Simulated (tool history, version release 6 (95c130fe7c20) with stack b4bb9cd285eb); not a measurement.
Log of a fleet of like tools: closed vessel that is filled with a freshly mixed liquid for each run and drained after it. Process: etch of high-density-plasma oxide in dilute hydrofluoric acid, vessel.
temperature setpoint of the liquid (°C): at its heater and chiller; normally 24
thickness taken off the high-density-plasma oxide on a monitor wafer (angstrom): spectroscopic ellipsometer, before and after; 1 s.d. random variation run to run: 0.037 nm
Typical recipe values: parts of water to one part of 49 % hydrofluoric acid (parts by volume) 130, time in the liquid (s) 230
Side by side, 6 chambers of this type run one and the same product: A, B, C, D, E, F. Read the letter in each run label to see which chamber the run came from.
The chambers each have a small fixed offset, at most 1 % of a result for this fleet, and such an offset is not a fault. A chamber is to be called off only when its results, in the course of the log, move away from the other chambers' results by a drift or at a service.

run   hour  temperature setpoint of the liquid (°C)  parts of water to one part of 49 % hydrofluoric acid (parts by volume)  time in the liquid (s)  read-back film thickness of the high-density-plasma oxide reference wafer, read on the same gauge (nm)  thickness taken off the high-density-plasma oxide on a monitor wafer (angstrom)
 1B    5.4                                       24                                                                     130                     230                                                                                                  90.032                                                                           87.186
       5.7  -- chamber A: hydrofluoric acid flow meter replaced
 2D   12.2                                       24                                                                     130                     230                                                                                                  90.015                                                                           87.611
 3A   16.8                                       24                                                                     130                     230                                                                                                  89.985                                                                           87.306
 4E   24.3                                       24                                                                     130                     230                                                                                                  90.039                                                                           86.905
 5C   29.5                                       20                                                                     170                     230                                                                                                  89.979                                                                           54.216
 6F   36.8                                       20                                                                     170                     230                                                                                                  90.001                                                                           54.635
 7E   44.8                                       20                                                                     170                     230                                                                                                  89.964                                                                           54.767
 8D   48.5                                       20                                                                     170                     230                                                                                                  89.961                                                                           54.936
 9A   55.7                                       20                                                                     170                     230                                                                                                  89.974                                                                           53.771
10B   63.7                                       20                                                                     170                     230                                                                                                  90.016                                                                            55.06
11C   67.5                                       24                                                                     130                     230                                                                                                  90.011                                                                           85.945
      74.4  -- chamber E: thermometer replaced
12F     75                                     20.5                                                                     155                     230                                                                                                  89.973                                                                           61.769
13E   79.6                                     20.5                                                                     155                     230                                                                                                  90.034                                                                           62.377
      86.3  -- chamber E: hydrofluoric acid flow meter replaced
14B   87.4                                     20.5                                                                     155                     230                                                                                                  90.039                                                                           62.384
15D   92.9                                     20.5                                                                     155                     230                                                                                                  89.972                                                                            62.33
16F   99.3                                     20.5                                                                     155                     230                                                                                                  90.014                                                                           61.699
17A  103.9                                     20.5                                                                     155                     230                                                                                                  90.013                                                                           60.993
18C    109                                       24                                                                     130                     230                                                                                                  89.955                                                                           86.121
     115.3  -- chamber C: thermometer replaced
19B  116.2                                       24                                                                     130                     230                                                                                                  89.979                                                                           87.089
20C  122.2                                       19                                                                      70                     230                                                                                                  89.987                                                                           138.12
     128.8  -- chamber C: hydrofluoric acid flow meter replaced
21D  130.2                                       19                                                                      70                     230                                                                                                  89.973                                                                           142.42
22E  134.8                                       19                                                                      70                     230                                                                                                  90.009                                                                           140.24
23F  138.6                                       19                                                                      70                     230                                                                                                  89.967                                                                           143.02
24A    143                                       19                                                                      70                     230                                                                                                  89.997                                                                           139.36
25B  147.7                                       19                                                                      70                     230                                                                                                  89.971                                                                           139.61
26D  152.6                                       24                                                                     130                      95                                                                                                  89.988                                                                           36.246
27C    158                                       24                                                                     130                      95                                                                                                  90.009                                                                           35.412
28A  163.7                                       24                                                                     130                      95                                                                                                  90.002                                                                           35.036
29E  168.5                                       24                                                                     130                      95                                                                                                  89.977                                                                           35.949
30F  172.4                                       24                                                                     130                      95                                                                                                   90.02                                                                           36.023
31C  178.6                                       24                                                                     130                      95                                                                                                  89.986                                                                           35.883
32B  186.8                                       24                                                                     130                     230                                                                                                  90.016                                                                           86.726
33E  192.3                                       24                                                                     130                     230                                                                                                  89.978                                                                             87.6
34D  196.8                                       24                                                                     130                     230                                                                                                  89.947                                                                           87.689
35F  200.9                                       24                                                                     130                     230                                                                                                  89.963                                                                           87.853
36A  208.9                                       24                                                                     130                     230                                                                                                  89.967                                                                           83.958
37A  216.7                                       24                                                                     130                     230                                                                                                  89.986                                                                           83.803
38E  220.5                                       24                                                                     130                     230                                                                                                  90.027                                                                           87.082
39F    227                                       24                                                                      70                     230                                                                                                  89.982                                                                           177.32
40B  232.7                                       24                                                                      70                     230                                                                                                  89.985                                                                           171.52

Each of the 6 chambers runs these same settings next. Fill in every chamber's results:
41A  238.7                                       24                                                                     130                     230                                                                                                                                                                                        ?
41B  238.7                                       24                                                                     130                     230                                                                                                                                                                                        ?
41C  238.7                                       24                                                                     130                     230                                                                                                                                                                                        ?
41D  238.7                                       24                                                                     130                     230                                                                                                                                                                                        ?
41E  238.7                                       24                                                                     130                     230                                                                                                                                                                                        ?
41F  238.7                                       24                                                                     130                     230                                                                                                                                                                                        ?

run  thickness taken off the high-density-plasma oxide on a monitor wafer (angstrom)
41A                                                                           83.571
41B                                                                           86.825
41C                                                                           85.933
41D                                                                           87.961
41E                                                                           87.209
41F                                                                           87.037

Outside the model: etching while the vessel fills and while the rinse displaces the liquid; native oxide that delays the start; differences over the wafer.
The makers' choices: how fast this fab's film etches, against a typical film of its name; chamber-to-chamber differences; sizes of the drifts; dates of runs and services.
